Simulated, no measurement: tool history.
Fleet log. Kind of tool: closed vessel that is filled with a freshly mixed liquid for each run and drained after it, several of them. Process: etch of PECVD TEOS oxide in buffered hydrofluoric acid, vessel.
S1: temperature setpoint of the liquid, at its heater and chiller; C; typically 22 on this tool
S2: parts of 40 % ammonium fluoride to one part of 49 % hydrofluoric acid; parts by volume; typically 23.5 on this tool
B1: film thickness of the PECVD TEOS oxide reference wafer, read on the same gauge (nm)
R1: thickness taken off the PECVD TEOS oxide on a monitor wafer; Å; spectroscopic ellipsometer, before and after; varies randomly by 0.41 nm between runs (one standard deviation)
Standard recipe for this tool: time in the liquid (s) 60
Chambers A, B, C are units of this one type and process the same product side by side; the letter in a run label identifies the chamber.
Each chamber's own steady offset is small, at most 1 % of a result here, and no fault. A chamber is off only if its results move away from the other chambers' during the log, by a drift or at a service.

Run 1A, hour 8: usual settings; B1 49.964. Result: R1 715.46 Å.
Run 2C, hour 18.9: usual settings; B1 49.982. Result: R1 713.51 Å.
Run 3B, hour 26.8: usual settings; B1 50. Result: R1 718.08 Å.
Run 4C, hour 35.6: usual settings; B1 49.991. Result: R1 715.06 Å.
Run 5A, hour 44.9: usual settings; B1 50.024. Result: R1 708.59 Å.
Run 6B, hour 55.8: usual settings; B1 49.965. Result: R1 717.23 Å.
Run 7C, hour 64.4: usual settings; B1 50.003. Result: R1 715.52 Å.
Run 8A, hour 72.6: usual settings; B1 49.981. Result: R1 716.2 Å.
Run 9B, hour 82.9: usual settings but S1 24.5 C, S2 29.5 parts by volume; B1 50.002. Result: R1 716.27 Å.
Run 10B, hour 90.8: usual settings but S1 24.5 C, S2 29.5 parts by volume; B1 50.002. Result: R1 708 Å.
Run 11C, hour 101.8: usual settings but S1 24.5 C, S2 29.5 parts by volume; B1 49.989. Result: R1 699.21 Å.
Run 12A, hour 112.6: usual settings; B1 49.979. Result: R1 710.42 Å.
Run 13C, hour 121.4: usual settings; B1 50.022. Result: R1 719.61 Å.
At hour 124.3: chamber C: hydrofluoric acid flow meter replaced.
Run 14A, hour 128.1: usual settings; B1 50.004. Result: R1 710.16 Å.
Run 15B, hour 135.9: usual settings; B1 50.004. Result: R1 717.93 Å.
Run 16C, hour 141.8: usual settings; B1 49.965. Result: R1 712.82 Å.
Run 17B, hour 151.6: usual settings but S1 17.5 C, S2 16 parts by volume; B1 49.998. Result: R1 778.57 Å.
Run 18A, hour 159.7: usual settings but S1 17.5 C, S2 16 parts by volume; B1 49.999. Result: R1 771.06 Å.
Run 19C, hour 166.7: usual settings but S1 17.5 C, S2 16 parts by volume; B1 50.006. Result: R1 775.66 Å.
Run 20B, hour 176.2: usual settings; B1 49.987. Result: R1 739.45 Å.
Run 21A, hour 185.6: usual settings; B1 50. Result: R1 716.47 Å.
Run 22B, hour 193.7: usual settings but time in the liquid (s) 75; B1 50.01. Result: R1 929.44 Å.
Run 23C, hour 201: usual settings but time in the liquid (s) 75; B1 49.995. Result: R1 893.91 Å.
Run 24A, hour 210: usual settings but time in the liquid (s) 75; B1 49.979. Result: R1 898.78 Å.
Run 25A, hour 221: usual settings; B1 49.982. Result: R1 714.35 Å.
Run 26B, hour 230.9: usual settings but S1 24.5 C, S2 30 parts by volume; B1 50.007. Result: R1 725.84 Å.
Run 27C, hour 236.5: usual settings but S1 24.5 C, S2 30 parts by volume; B1 49.977. Result: R1 688.69 Å.
Run 28C, hour 248.1: usual settings but S1 24.5 C, S2 30 parts by volume; B1 50.045. Result: R1 699.2 Å.
Run 29B, hour 256.9: usual settings; B1 49.969. Result: R1 764.58 Å.
Run 30A, hour 263.4: usual settings; B1 49.997. Result: R1 717.58 Å.
Run 31C, hour 275.6: usual settings; B1 49.986. Result: R1 723.29 Å.
Run 32A, hour 281.1: usual settings; B1 50.016. Result: R1 719.58 Å.
Run 33B, hour 288.7: usual settings; B1 49.984. Result: R1 762.8 Å.
Run 34C, hour 294.7: usual settings; B1 50.004. Result: R1 720.93 Å.
Run 35B, hour 307.1: usual settings; B1 50.013. Result: R1 773.76 Å.

One chamber off, gauge drift, or nothing amiss beyond the chambers' own small offsets? If it is a chamber, which one, and what is the likeliest cause?

One chamber, B, drifts off from the rest bit by bit.
Likeliest cause: liquid hotter than its thermometer reads (K) = 1.34.
Not necessarily distinguishable in this log from: hydrofluoric acid flow above the setpoint (%).

Below are 4 candidate recipes for chamber B's next run, each the usual settings with a change, their results shown as question marks. Which of them brings B's results back in line with what the other chambers give on the usual settings?
Counts as in line when no further than this from what the other chambers average on the usual settings: R1 14 Å
Run 36B-1, hour 316: usual settings but S1 21.5 C, S2 24 parts by volume. Result: R1 ?.
Run 36B-2, hour 316: usual settings but S1 22.5 C, S2 22 parts by volume. Result: R1 ?.
Run 36B-3, hour 316: usual settings but S1 22.5 C, S2 23 parts by volume. Result: R1 ?.
Run 36B-4, hour 316: usual settings but S2 26.5 parts by volume. Result: R1 ?.

The mean the other chambers reach with the usual settings: R1 718.89 Å
  run      R1
36B-1  746.27
36B-2  836.94
36B-3  812.09
36B-4  717.54
36B-4 brings the chamber back in line.

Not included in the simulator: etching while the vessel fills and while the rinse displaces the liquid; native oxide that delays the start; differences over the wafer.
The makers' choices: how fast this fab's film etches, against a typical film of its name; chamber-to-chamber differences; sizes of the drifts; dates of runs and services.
